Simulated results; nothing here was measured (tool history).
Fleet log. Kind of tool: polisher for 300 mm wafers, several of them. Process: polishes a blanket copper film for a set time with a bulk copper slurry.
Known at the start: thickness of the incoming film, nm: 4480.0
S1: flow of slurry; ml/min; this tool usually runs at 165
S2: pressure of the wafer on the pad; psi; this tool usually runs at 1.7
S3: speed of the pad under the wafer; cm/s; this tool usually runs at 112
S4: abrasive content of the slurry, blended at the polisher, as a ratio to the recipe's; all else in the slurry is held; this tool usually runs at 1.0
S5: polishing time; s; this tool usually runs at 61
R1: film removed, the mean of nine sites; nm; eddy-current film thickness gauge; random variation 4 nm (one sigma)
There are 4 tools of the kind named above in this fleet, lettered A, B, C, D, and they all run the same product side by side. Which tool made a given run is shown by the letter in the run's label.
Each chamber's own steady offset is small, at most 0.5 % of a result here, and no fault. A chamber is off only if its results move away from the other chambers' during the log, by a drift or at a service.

Run 1A, hour 7.6: usual settings. Result: R1 451.77 nm.
At hour 9.1: chamber B: worn pad replaced by a new one.
At hour 9.1: chamber B: head pressure recalibrated.
Run 2C, hour 11.9: usual settings. Result: R1 447.93 nm.
Run 3D, hour 17.6: usual settings. Result: R1 443.65 nm.
At hour 19.2: chamber D: worn pad replaced by a new one.
At hour 19.7: chamber C: worn pad replaced by a new one.
Run 4B, hour 22.7: usual settings. Result: R1 445.92 nm.
At hour 29.5: chamber A: worn pad replaced by a new one.
Run 5B, hour 30.1: usual settings. Result: R1 446.33 nm.
Run 6D, hour 37.6: usual settings. Result: R1 444.50 nm.
Run 7A, hour 43.6: usual settings. Result: R1 450.95 nm.
Run 8C, hour 49.8: usual settings. Result: R1 448.74 nm.
Run 9D, hour 57.7: usual settings. Result: R1 446.75 nm.
Run 10B, hour 61.2: usual settings. Result: R1 440.62 nm.
At hour 61.8: chamber D: head pressure recalibrated.
At hour 63.9: chamber C: worn pad replaced by a new one.
Run 11C, hour 66.9: usual settings. Result: R1 449.47 nm.
At hour 71.6: chamber D: worn pad replaced by a new one.
Run 12A, hour 73.7: usual settings. Result: R1 457.03 nm.
Run 13B, hour 77.8: usual settings. Result: R1 450.90 nm.
Run 14D, hour 82.1: usual settings but S1 205 ml/min, S4 0.8. Result: R1 400.55 nm.
At hour 85.7: chamber B: worn pad replaced by a new one.
Run 15A, hour 85.9: usual settings but S1 205 ml/min, S4 0.8. Result: R1 444.39 nm.
At hour 86.3: chamber A: slurry nozzle cleaned.
Run 16C, hour 92.3: usual settings but S1 205 ml/min, S4 0.8. Result: R1 443.20 nm.
Run 17C, hour 99.0: usual settings but S1 205 ml/min, S4 0.8. Result: R1 441.75 nm.
Run 18B, hour 105.7: usual settings but S4 0.8. Result: R1 434.03 nm.
At hour 110.0: chamber C: worn pad replaced by a new one.
Run 19D, hour 110.0: usual settings but S4 0.8. Result: R1 381.11 nm.
At hour 111.0: chamber A: slurry blender recalibrated.
At hour 111.7: chamber D: worn pad replaced by a new one.
Run 20A, hour 114.7: usual settings but S4 0.8. Result: R1 433.59 nm.
Run 21D, hour 120.1: usual settings but S4 0.8. Result: R1 391.90 nm.
At hour 123.8: chamber A: worn pad replaced by a new one.
Run 22C, hour 125.2: usual settings. Result: R1 447.17 nm.
Run 23B, hour 130.7: usual settings. Result: R1 443.41 nm.
Run 24A, hour 136.0: usual settings. Result: R1 446.52 nm.
Run 25B, hour 143.7: usual settings. Result: R1 449.71 nm.
At hour 145.7: chamber C: worn pad replaced by a new one.
At hour 149.3: chamber C: slurry nozzle cleaned.
Run 26D, hour 151.1: usual settings but S2 1.3 psi, S4 0.9. Result: R1 300.52 nm.
At hour 152.3: chamber D: worn pad replaced by a new one.
Run 27A, hour 155.9: usual settings but S2 1.3 psi, S4 0.9. Result: R1 336.70 nm.
Run 28C, hour 163.2: usual settings but S2 1.3 psi, S4 0.9. Result: R1 332.94 nm.
Run 29C, hour 170.3: usual settings but S2 1.3 psi, S4 0.9. Result: R1 333.29 nm.
Run 30D, hour 174.7: usual settings. Result: R1 405.25 nm.
At hour 177.9: chamber B: worn pad replaced by a new one.
Run 31B, hour 178.4: usual settings. Result: R1 448.95 nm.
Run 32A, hour 185.2: usual settings. Result: R1 455.53 nm.
At hour 186.2: chamber D: slurry blender recalibrated.
At hour 187.0: chamber D: slurry nozzle cleaned.
Run 33A, hour 190.5: usual settings. Result: R1 452.68 nm.
Run 34D, hour 194.7: usual settings but S1 215 ml/min, S5 70 s. Result: R1 477.97 nm.

Read the log: is a single chamber off, either drifting away or since a service, is the gauge that measures every chamber drifting, or is nothing wrong beyond small per-chamber offsets? Name any odd chamber and what most likely caused it.

After it was serviced, chamber D no longer matches the other chambers.
Likeliest cause: head's pressure below its setpoint, % = 8.06.

Below are 4 candidate recipes for chamber D's next run, each the usual settings with a change, their results shown as question marks. Which of them brings D's results back in line with what the other chambers give on the usual settings?
Counts as in line when no further than this from what the other chambers average on the usual settings: R1 14.00 nm
Run 35D-1, hour 200.3: usual settings but S3 92 cm/s, S4 0.95. Result: R1 ?.
Run 35D-2, hour 200.3: usual settings but S1 100 ml/min. Result: R1 ?.
Run 35D-3, hour 200.3: usual settings but S2 1.8 psi, S3 120 cm/s, S5 65 s. Result: R1 ?.
Run 35D-4, hour 200.3: usual settings but S3 118 cm/s, S5 64 s. Result: R1 ?.

Average result of the remaining chambers running the usual settings: R1 447.04 nm
  run      R1
35D-1  332.99
35D-2  369.16
35D-3  494.47
35D-4  451.85
The answer is 35D-4, which returns the chamber to within the allowed miss of the others.
